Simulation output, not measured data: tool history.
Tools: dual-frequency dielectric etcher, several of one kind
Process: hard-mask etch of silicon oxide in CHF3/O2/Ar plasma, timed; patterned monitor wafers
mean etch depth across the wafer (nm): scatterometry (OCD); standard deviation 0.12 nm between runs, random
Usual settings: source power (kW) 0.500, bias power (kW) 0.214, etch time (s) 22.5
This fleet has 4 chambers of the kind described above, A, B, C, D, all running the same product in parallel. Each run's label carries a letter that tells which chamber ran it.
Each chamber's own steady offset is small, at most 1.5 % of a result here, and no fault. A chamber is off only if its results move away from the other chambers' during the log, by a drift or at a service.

run,hour,source power (kW),bias power (kW),etch time (s),hours since the last wet clean,hours since the last source power generator calibration,hours since the last bias power generator calibration,"read-back reference wafer on the same gauge, depth_nm",mean etch depth across the wafer (nm)
1C,15.0,0.500,0.214,22.5,250.6,690.5,1261.8,47.520,44.135
2B,29.0,0.500,0.214,22.5,139.4,1232.3,81.9,47.487,44.139
3A,40.4,0.500,0.214,22.5,46.5,750.2,831.1,47.507,43.909
4D,53.4,0.500,0.214,22.5,146.4,2054.0,688.8,47.513,44.429
5A,64.2,0.500,0.214,22.5,70.3,774.0,854.9,47.488,43.833
6C,76.3,0.500,0.214,22.5,311.9,751.8,1323.1,47.516,44.251
7D,83.8,0.500,0.214,22.5,176.8,2084.4,719.2,47.484,44.534
8B,97.9,0.500,0.214,22.5,208.3,1301.2,150.8,47.518,44.120
9B,111.8,0.500,0.214,22.5,222.2,1315.1,164.7,47.535,44.125
10A,125.6,0.460,0.258,22.5,131.7,835.4,916.3,47.489,45.499
11C,140.3,0.460,0.258,22.5,375.9,815.8,1387.1,47.522,45.756
12D,152.7,0.460,0.258,22.5,245.7,2153.3,788.1,47.503,46.221
13A,160.1,0.460,0.258,22.5,166.2,869.9,950.8,47.461,45.215
14D,169.4,0.500,0.214,22.5,262.4,2170.0,804.8,47.482,44.575
15C,181.0,0.500,0.214,22.5,416.6,856.5,1427.8,47.486,44.262
16B,189.4,0.500,0.214,22.5,299.8,1392.7,242.3,47.472,44.181
17C,200.2,0.500,0.214,22.5,435.8,875.7,1447.0,47.520,44.456
18B,208.2,0.500,0.214,22.5,318.6,1411.5,261.1,47.475,44.091
19D,221.9,0.500,0.214,22.5,314.9,2222.5,857.3,47.510,44.391
20A,233.4,0.500,0.214,22.5,239.5,943.2,1024.1,47.501,44.034
21C,248.9,0.500,0.214,22.5,484.5,924.4,1495.7,47.508,44.746
22A,258.6,0.500,0.214,22.5,264.7,968.4,1049.3,47.485,43.716
23D,267.5,0.500,0.214,22.5,360.5,2268.1,902.9,47.485,44.318
24B,274.5,0.500,0.214,22.5,384.9,1477.8,327.4,47.486,44.128
25C,286.0,0.500,0.214,22.5,521.6,961.5,1532.8,47.521,44.909
26B,297.6,0.500,0.214,22.5,408.0,1500.9,350.5,47.498,44.280
27A,310.1,0.500,0.214,22.5,316.2,1019.9,1100.8,47.525,43.852
28D,320.1,0.500,0.214,22.5,413.1,2320.7,955.5,47.520,44.462
29C,335.9,0.500,0.214,22.5,571.5,1011.4,1582.7,47.520,44.521
30A,346.6,0.500,0.214,22.5,352.7,1056.4,1137.3,47.496,43.934
31D,356.2,0.410,0.214,25.0,449.2,2356.8,991.6,47.487,45.939
32B,370.8,0.410,0.214,25.0,481.2,1574.1,423.7,47.525,45.146
# hour 373.7: chamber A: wet clean of the chamber
33B,377.7,0.410,0.214,25.0,488.1,1581.0,430.6,47.489,45.395
34C,388.2,0.410,0.214,25.0,623.8,1063.7,1635.0,47.502,45.966
35D,396.8,0.500,0.214,22.5,489.8,2397.4,1032.2,47.487,44.553
36A,405.5,0.500,0.214,22.5,31.8,1115.3,1196.2,47.503,43.788
37C,419.9,0.500,0.214,22.5,655.5,1095.4,1666.7,47.513,44.810

Has any chamber moved away from the others, gradually or after a service, or does the common gauge drift, or do the chambers differ only by their own small steady offsets? State the chamber and the most likely cause if one applies.

One chamber, C, drifts off from the rest bit by bit.
What lies behind it: etch rate over this chamber's usual, % = 1.58.
It could be hard to tell apart here from: source power that arrives over what is set, %; bias power that arrives over what is set, %.

Which of the 4 candidates below, each the usual settings with something changed and its results left as question marks, puts chamber C back in line with what the other chambers give on the usual settings?
In line means no further than this from the other chambers' mean on the usual settings: mean etch depth across the wafer (nm) 0.430
38C-1,431.3,0.450,0.214,22.5,,,,,?
38C-2,431.3,0.510,0.220,22.5,,,,,?
38C-3,431.3,0.550,0.214,22.5,,,,,?
38C-4,431.3,0.500,0.214,22.0,,,,,?

Other chambers, usual settings, mean: mean etch depth across the wafer (nm) 44.106
run,mean etch depth across the wafer (nm)
38C-1,43.250
38C-2,45.775
38C-3,46.634
38C-4,43.993
38C-4 puts the chamber back in line with the other chambers.
